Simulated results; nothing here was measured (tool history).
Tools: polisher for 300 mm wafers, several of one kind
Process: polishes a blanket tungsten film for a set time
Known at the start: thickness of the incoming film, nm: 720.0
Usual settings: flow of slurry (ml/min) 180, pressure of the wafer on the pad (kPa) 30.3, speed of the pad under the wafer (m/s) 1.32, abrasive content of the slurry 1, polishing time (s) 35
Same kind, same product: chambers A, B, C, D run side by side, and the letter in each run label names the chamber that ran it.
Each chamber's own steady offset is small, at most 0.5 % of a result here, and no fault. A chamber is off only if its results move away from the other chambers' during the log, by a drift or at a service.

| run | hour | flow of slurry (ml/min) | pressure of the wafer on the pad (kPa) | speed of the pad under the wafer (m/s) | abrasive content of the slurry | polishing time (s) | wafers polished on this pad | hours since the slurry nozzle was cleaned | hours since the head pressure was calibrated | hours since the slurry blender was calibrated | hours since the slurry got fresh peroxide | film removed (nm) |
|---|---|---|---|---|---|---|---|---|---|---|---|---|
|  | 7.7 | chamber A: slurry nozzle cleaned |
| 1D | 10.5 | 180 | 30.3 | 1.32 | 1 | 35 | 502 | 108.4 | 334.7 | 76.5 | 35.9 | 230.36 |
|  | 13.8 | chamber A: worn pad replaced by a new one |
|  | 14.9 | chamber D: worn pad replaced by a new one |
|  | 16.3 | chamber A: slurry tank refilled with fresh slurry and peroxide |
| 2C | 21.7 | 180 | 30.3 | 1.32 | 1 | 35 | 458 | 127.8 | 73.4 | 93.2 | 24.9 | 231.13 |
|  | 23.2 | chamber B: worn pad replaced by a new one |
|  | 32.7 | chamber C: worn pad replaced by a new one |
| 3B | 34.9 | 180 | 30.3 | 1.32 | 1 | 35 | 120 | 801.3 | 99 | 125.7 | 35.1 | 229.69 |
|  | 41.9 | chamber B: slurry blender recalibrated |
| 4A | 46.2 | 180 | 30.3 | 1.32 | 1 | 35 | 331 | 38.5 | 749.3 | 53.9 | 30 | 235.05 |
|  | 51.1 | chamber B: slurry nozzle cleaned |
| 5C | 56 | 180 | 30.3 | 1.32 | 1 | 35 | 238 | 162.1 | 107.7 | 127.5 | 59.2 | 231.22 |
|  | 67.4 | chamber D: worn pad replaced by a new one |
|  | 67.8 | chamber B: slurry tank refilled with fresh slurry and peroxide |
|  | 67.8 | chamber C: slurry tank refilled with fresh slurry and peroxide |
| 6A | 68.8 | 180 | 30.3 | 1.32 | 1 | 35 | 562 | 61.1 | 771.9 | 76.5 | 52.6 | 235.25 |
| 7D | 83.5 | 180 | 30.3 | 1.32 | 1 | 35 | 165 | 181.4 | 407.7 | 149.5 | 108.9 | 234.07 |
|  | 87.9 | chamber C: worn pad replaced by a new one |
| 8B | 90.6 | 180 | 30.3 | 1.32 | 1 | 35 | 689 | 39.6 | 154.7 | 48.7 | 22.9 | 232.9 |
|  | 100 | chamber B: worn pad replaced by a new one |
| 9A | 101.9 | 180 | 30.3 | 1.32 | 1 | 35 | 901 | 94.2 | 805 | 109.6 | 85.7 | 230.33 |
| 10C | 111.3 | 180 | 30.3 | 1.32 | 1 | 35 | 239 | 217.4 | 163 | 182.8 | 43.5 | 232.28 |
|  | 113.9 | chamber D: slurry blender recalibrated |
|  | 115.9 | chamber A: slurry tank refilled with fresh slurry and peroxide |
| 11D | 120.9 | 180 | 30.3 | 1.32 | 1 | 35 | 547 | 218.8 | 445.1 | 7 | 146.3 | 230.62 |
|  | 128.4 | chamber D: worn pad replaced by a new one |
|  | 130.5 | chamber C: slurry tank refilled with fresh slurry and peroxide |
|  | 133.8 | chamber B: slurry tank refilled with fresh slurry and peroxide |
| 12B | 136 | 180 | 30.3 | 1.32 | 1 | 35 | 368 | 85 | 200.1 | 94.1 | 2.3 | 233.17 |
|  | 141 | chamber C: slurry blender recalibrated |
| 13D | 143.6 | 180 | 30.3 | 1.32 | 1 | 35 | 156 | 241.5 | 467.8 | 29.7 | 169 | 231.39 |
|  | 146.3 | chamber B: slurry blender recalibrated |
|  | 156.5 | chamber C: worn pad replaced by a new one |
| 14C | 159.2 | 180 | 30.3 | 1.32 | 1 | 35 | 27 | 265.3 | 210.9 | 18.3 | 28.8 | 234.54 |
| 15B | 167.6 | 180 | 30.3 | 1.32 | 0.8 | 35 | 691 | 116.6 | 231.7 | 21.4 | 33.9 | 219.41 |
| 16A | 178.6 | 180 | 30.3 | 1.32 | 0.8 | 35 | 1685 | 170.9 | 881.7 | 186.3 | 62.7 | 223.15 |
|  | 179.9 | chamber A: worn pad replaced by a new one |
|  | 182.9 | chamber B: worn pad replaced by a new one |
|  | 188.3 | chamber B: slurry tank refilled with fresh slurry and peroxide |
| 17D | 190.6 | 180 | 30.3 | 1.32 | 0.8 | 35 | 636 | 288.5 | 514.8 | 76.7 | 216 | 213.42 |
|  | 193.1 | chamber D: worn pad replaced by a new one |
| 18B | 199.7 | 180 | 30.3 | 1.32 | 0.8 | 35 | 172 | 148.7 | 263.8 | 53.5 | 11.4 | 220.82 |
|  | 201 | chamber C: slurry nozzle cleaned |
|  | 201.2 | chamber C: slurry tank refilled with fresh slurry and peroxide |
| 19A | 207.3 | 180 | 30.3 | 1.32 | 1 | 35 | 281 | 199.6 | 910.4 | 215 | 91.4 | 234.04 |
| 20C | 216.8 | 180 | 30.3 | 1.32 | 1 | 35 | 616 | 15.9 | 268.5 | 75.9 | 15.6 | 231.86 |
| 21A | 224.9 | 180 | 30.3 | 1.32 | 1 | 35 | 461 | 217.2 | 928 | 232.6 | 109 | 233.17 |
|  | 228.2 | chamber C: worn pad replaced by a new one |
|  | 231.8 | chamber A: slurry tank refilled with fresh slurry and peroxide |
|  | 239.1 | chamber B: slurry tank refilled with fresh slurry and peroxide |
| 22D | 239.5 | 180 | 30.3 | 1.32 | 1 | 35 | 475 | 337.4 | 563.7 | 125.6 | 264.9 | 221.06 |
| 23C | 251.3 | 235 | 40 | 1.32 | 1 | 35 | 236 | 50.4 | 303 | 110.4 | 50.1 | 314.16 |
|  | 257.9 | chamber B: worn pad replaced by a new one |
| 24B | 262.1 | 235 | 40 | 1.32 | 1 | 35 | 43 | 211.1 | 326.2 | 115.9 | 23 | 317.85 |
|  | 264.3 | chamber C: slurry tank refilled with fresh slurry and peroxide |
| 25B | 271.3 | 235 | 40 | 1.32 | 1 | 35 | 138 | 220.3 | 335.4 | 125.1 | 32.2 | 313.95 |
|  | 285.3 | chamber C: worn pad replaced by a new one |
| 26A | 285.9 | 235 | 40 | 1.32 | 1 | 35 | 1085 | 278.2 | 989 | 293.6 | 54.2 | 317.75 |
| 27C | 297.6 | 180 | 30.3 | 1.32 | 1 | 35 | 126 | 96.7 | 349.3 | 156.7 | 33.4 | 235.26 |

Is one chamber out of step, is the gauge drifting, or do the chambers differ by no more than their own small offsets? For an off chamber, give its letter and the likeliest cause.

It is chamber D that slowly wanders off from its peers.
Likeliest cause: peroxide lost from the slurry, % = 19.5.
With only this log, it may be confused with: slurry flow missing at the pad, %; head's pressure below its setpoint, %; abrasive missing from the slurry, %.

Which of the 4 candidates below, each the usual settings with something changed and its results left as question marks, puts chamber D back in line with what the other chambers give on the usual settings?
A result is in line if it is within this distance of the other chambers' mean on the usual settings: film removed (nm) 6.3
| 28D-1 | 308.9 | 180 | 31 | 1.36 | 1 | 36 |  |  |  |  |  | ? |
| 28D-2 | 308.9 | 180 | 29 | 1.26 | 1 | 33 |  |  |  |  |  | ? |
| 28D-3 | 308.9 | 180 | 29 | 1.32 | 1 | 34 |  |  |  |  |  | ? |
| 28D-4 | 308.9 | 180 | 35.2 | 1.32 | 1 | 35 |  |  |  |  |  | ? |

The other chambers' mean on the usual settings: film removed (nm) 232.24
| run | film removed (nm) |
|---|---|
| 28D-1 | 231.21 |
| 28D-2 | 182.93 |
| 28D-3 | 197.55 |
| 28D-4 | 247.62 |
28D-1 brings the chamber back in line.
